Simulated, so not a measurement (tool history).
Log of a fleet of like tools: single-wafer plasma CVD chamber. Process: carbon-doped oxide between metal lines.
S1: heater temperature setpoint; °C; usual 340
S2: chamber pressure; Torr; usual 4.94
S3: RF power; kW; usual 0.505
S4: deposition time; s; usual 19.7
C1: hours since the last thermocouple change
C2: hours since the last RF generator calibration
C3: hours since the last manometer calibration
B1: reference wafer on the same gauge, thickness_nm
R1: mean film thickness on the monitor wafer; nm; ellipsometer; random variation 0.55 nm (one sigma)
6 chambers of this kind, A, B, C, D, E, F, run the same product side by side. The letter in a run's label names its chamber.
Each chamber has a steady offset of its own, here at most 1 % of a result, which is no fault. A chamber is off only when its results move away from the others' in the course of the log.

run	hour	S1	S2	S3	S4	C1	C2	C3	B1	R1
1E	4.6	340	4.94	0.505	19.7	1131.7	281.7	1851.4	118.05	104.45
2F	9.5	340	4.94	0.505	19.7	20.1	1019.8	1289.9	118.12	104.77
3D	12.8	340	4.94	0.505	19.7	1168.6	816.0	459.0	118.10	105.72
4C	18.3	340	4.94	0.505	19.7	848.2	203.0	1224.3	117.93	104.37
5A	21.8	340	4.94	0.505	19.7	353.4	1312.1	3126.5	118.03	104.95
6B	26.7	340	4.94	0.505	19.7	155.3	1539.0	2879.0	118.12	103.32
7B	31.4	340	4.94	0.600	19.7	160.0	1543.7	2883.7	117.95	116.02
8A	35.1	340	4.94	0.600	19.7	366.7	1325.4	3139.8	118.00	115.56
9D	40.4	340	4.94	0.600	19.7	1196.2	843.6	486.6	117.88	117.25
10C	44.7	340	4.94	0.600	19.7	874.6	229.4	1250.7	117.97	117.40
11E	47.1	340	4.94	0.600	19.7	1174.2	324.2	1893.9	118.01	117.71
# hour 49.5: chamber B: capacitance manometer re-zeroed and calibrated
12F	51.1	340	4.94	0.600	19.7	61.7	1061.4	1331.5	117.93	117.09
13B	53.5	340	4.94	0.505	19.7	182.1	1565.8	4.0	118.02	103.69
14A	56.4	340	4.94	0.505	19.7	388.0	1346.7	3161.1	117.98	104.60
15C	58.8	340	4.94	0.505	19.7	888.7	243.5	1264.8	117.94	104.81
16F	61.6	340	4.94	0.505	19.7	72.2	1071.9	1342.0	118.02	105.10
17D	66.2	340	4.94	0.505	19.7	1222.0	869.4	512.4	117.79	103.91
18E	70.3	340	4.94	0.505	19.7	1197.4	347.4	1917.1	117.95	105.21
19B	73.1	340	4.94	0.505	19.7	201.7	1585.4	23.6	118.14	104.27
20A	76.5	340	4.94	0.595	19.7	408.1	1366.8	3181.2	117.93	116.63
21F	81.8	340	4.94	0.595	19.7	92.4	1092.1	1362.2	117.95	117.46
22C	87.3	340	4.94	0.595	19.7	917.2	272.0	1293.3	118.25	117.19
23D	89.8	340	4.94	0.595	19.7	1245.6	893.0	536.0	118.07	116.30
24E	94.9	340	4.94	0.595	19.7	1222.0	372.0	1941.7	117.95	116.22
25E	98.8	340	4.94	0.595	19.7	1225.9	375.9	1945.6	117.90	115.46
26D	102.8	340	4.94	0.505	19.7	1258.6	906.0	549.0	118.06	104.94
# hour 105.6: chamber C: capacitance manometer re-zeroed and calibrated
27B	106.8	340	4.94	0.505	21.8	235.4	1619.1	57.3	118.13	114.10
28A	109.6	340	4.94	0.505	21.8	441.2	1399.9	3214.3	117.99	116.96
29C	113.8	340	4.94	0.505	21.8	943.7	298.5	8.3	118.15	115.46
30F	116.7	340	4.94	0.505	21.8	127.3	1127.0	1397.1	117.83	116.48
31D	120.6	340	4.94	0.505	21.8	1276.4	923.8	566.8	117.94	115.98
32A	123.9	340	4.94	0.505	21.8	455.5	1414.2	3228.6	118.01	115.65
# hour 127.8: chamber E: capacitance manometer re-zeroed and calibrated
33C	128.8	340	4.94	0.585	22.3	958.7	313.5	23.3	118.18	130.18
34E	133.4	340	4.94	0.585	22.3	1260.5	410.5	5.7	118.04	130.23
35B	136.3	340	4.94	0.585	22.3	264.9	1648.6	86.8	118.04	128.93
36F	141.7	340	4.94	0.585	22.3	152.3	1152.0	1422.1	118.08	130.89
37D	146.6	340	4.94	0.585	22.3	1302.4	949.8	592.8	117.98	129.04
38B	150.4	340	4.94	0.585	22.3	279.0	1662.7	100.9	117.85	129.72

Next, every chamber runs the same settings. What will each give?
39A	154.3	340	4.94	0.505	19.7					?
39B	154.3	340	4.94	0.505	19.7					?
39C	154.3	340	4.94	0.505	19.7					?
39D	154.3	340	4.94	0.505	19.7					?
39E	154.3	340	4.94	0.505	19.7					?
39F	154.3	340	4.94	0.505	19.7					?

run	R1
39A	104.54
39B	104.33
39C	105.55
39D	103.69
39E	104.63
39F	105.79
